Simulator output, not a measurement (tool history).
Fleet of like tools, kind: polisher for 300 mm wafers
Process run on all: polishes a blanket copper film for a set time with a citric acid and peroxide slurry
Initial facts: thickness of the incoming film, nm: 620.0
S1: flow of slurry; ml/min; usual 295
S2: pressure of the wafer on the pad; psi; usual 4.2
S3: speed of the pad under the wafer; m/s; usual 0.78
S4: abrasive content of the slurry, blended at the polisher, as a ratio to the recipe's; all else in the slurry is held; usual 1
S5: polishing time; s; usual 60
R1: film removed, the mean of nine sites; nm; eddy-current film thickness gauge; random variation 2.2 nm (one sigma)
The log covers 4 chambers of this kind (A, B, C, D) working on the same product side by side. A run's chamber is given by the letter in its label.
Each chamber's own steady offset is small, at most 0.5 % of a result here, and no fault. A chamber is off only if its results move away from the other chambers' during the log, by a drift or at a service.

At hour 0.5: chamber B: worn pad replaced by a new one.
At hour 0.6: chamber D: slurry nozzle cleaned.
At hour 2.8: chamber D: worn pad replaced by a new one.
At hour 9.5: chamber B: slurry blender recalibrated.
Run 1C, hour 10: usual settings. Result: R1 150.89 nm.
At hour 13.5: chamber D: slurry blender recalibrated.
At hour 17.1: chamber C: slurry blender recalibrated.
Run 2A, hour 18.4: usual settings. Result: R1 153.55 nm.
Run 3B, hour 30.9: usual settings. Result: R1 152.47 nm.
Run 4D, hour 40.2: usual settings. Result: R1 149.53 nm.
Run 5A, hour 53.6: usual settings. Result: R1 149.01 nm.
At hour 54: chamber A: slurry nozzle cleaned.
Run 6D, hour 60.4: usual settings. Result: R1 151.67 nm.
At hour 63.2: chamber A: worn pad replaced by a new one.
At hour 69.2: chamber D: worn pad replaced by a new one.
Run 7B, hour 69.3: usual settings. Result: R1 152.84 nm.
At hour 78.3: chamber C: worn pad replaced by a new one.
Run 8C, hour 82.8: usual settings. Result: R1 152.44 nm.
At hour 92.1: chamber B: worn pad replaced by a new one.
Run 9A, hour 95.3: usual settings. Result: R1 152.23 nm.
Run 10D, hour 106.9: usual settings. Result: R1 151.32 nm.
Run 11B, hour 118: usual settings. Result: R1 155.39 nm.
Run 12C, hour 126.6: usual settings. Result: R1 147.96 nm.
At hour 131.3: chamber D: worn pad replaced by a new one.
Run 13A, hour 136.2: usual settings. Result: R1 150.43 nm.
At hour 144.8: chamber A: worn pad replaced by a new one.
Run 14C, hour 149.9: usual settings but S5 69 s. Result: R1 173.65 nm.
At hour 150.7: chamber B: slurry blender recalibrated.
Run 15B, hour 158.5: usual settings but S5 69 s. Result: R1 176.34 nm.
Run 16D, hour 170.6: usual settings but S5 69 s. Result: R1 168.64 nm.
Run 17C, hour 182.4: usual settings but S5 69 s. Result: R1 169.23 nm.
At hour 184.3: chamber C: worn pad replaced by a new one.
Run 18A, hour 190.1: usual settings. Result: R1 154.74 nm.
At hour 191.1: chamber B: worn pad replaced by a new one.
At hour 197.3: chamber B: slurry nozzle cleaned.
Run 19B, hour 200.7: usual settings. Result: R1 151.82 nm.
At hour 205.4: chamber D: worn pad replaced by a new one.
Run 20D, hour 208.6: usual settings. Result: R1 142.63 nm.
At hour 215.7: chamber C: slurry blender recalibrated.
At hour 218.4: chamber A: worn pad replaced by a new one.
Run 21D, hour 218.9: usual settings. Result: R1 143.72 nm.
Run 22A, hour 224.9: usual settings. Result: R1 157.61 nm.
Run 23B, hour 235.8: usual settings but S5 40 s. Result: R1 101.25 nm.
Run 24C, hour 243.7: usual settings but S5 40 s. Result: R1 99.614 nm.
Run 25A, hour 253.1: usual settings but S5 40 s. Result: R1 102.14 nm.
Run 26D, hour 266.1: usual settings but S5 40 s. Result: R1 92.323 nm.

The same settings go to every chamber for the next run, one line per chamber below. Forecast the results for each:
Run 27A, hour 275.9: usual settings. Result: R1 ?.
Run 27B, hour 275.9: usual settings. Result: R1 ?.
Run 27C, hour 275.9: usual settings. Result: R1 ?.
Run 27D, hour 275.9: usual settings. Result: R1 ?.

run      R1
27A  155.47
27B   151.6
27C  147.17
27D  141.13
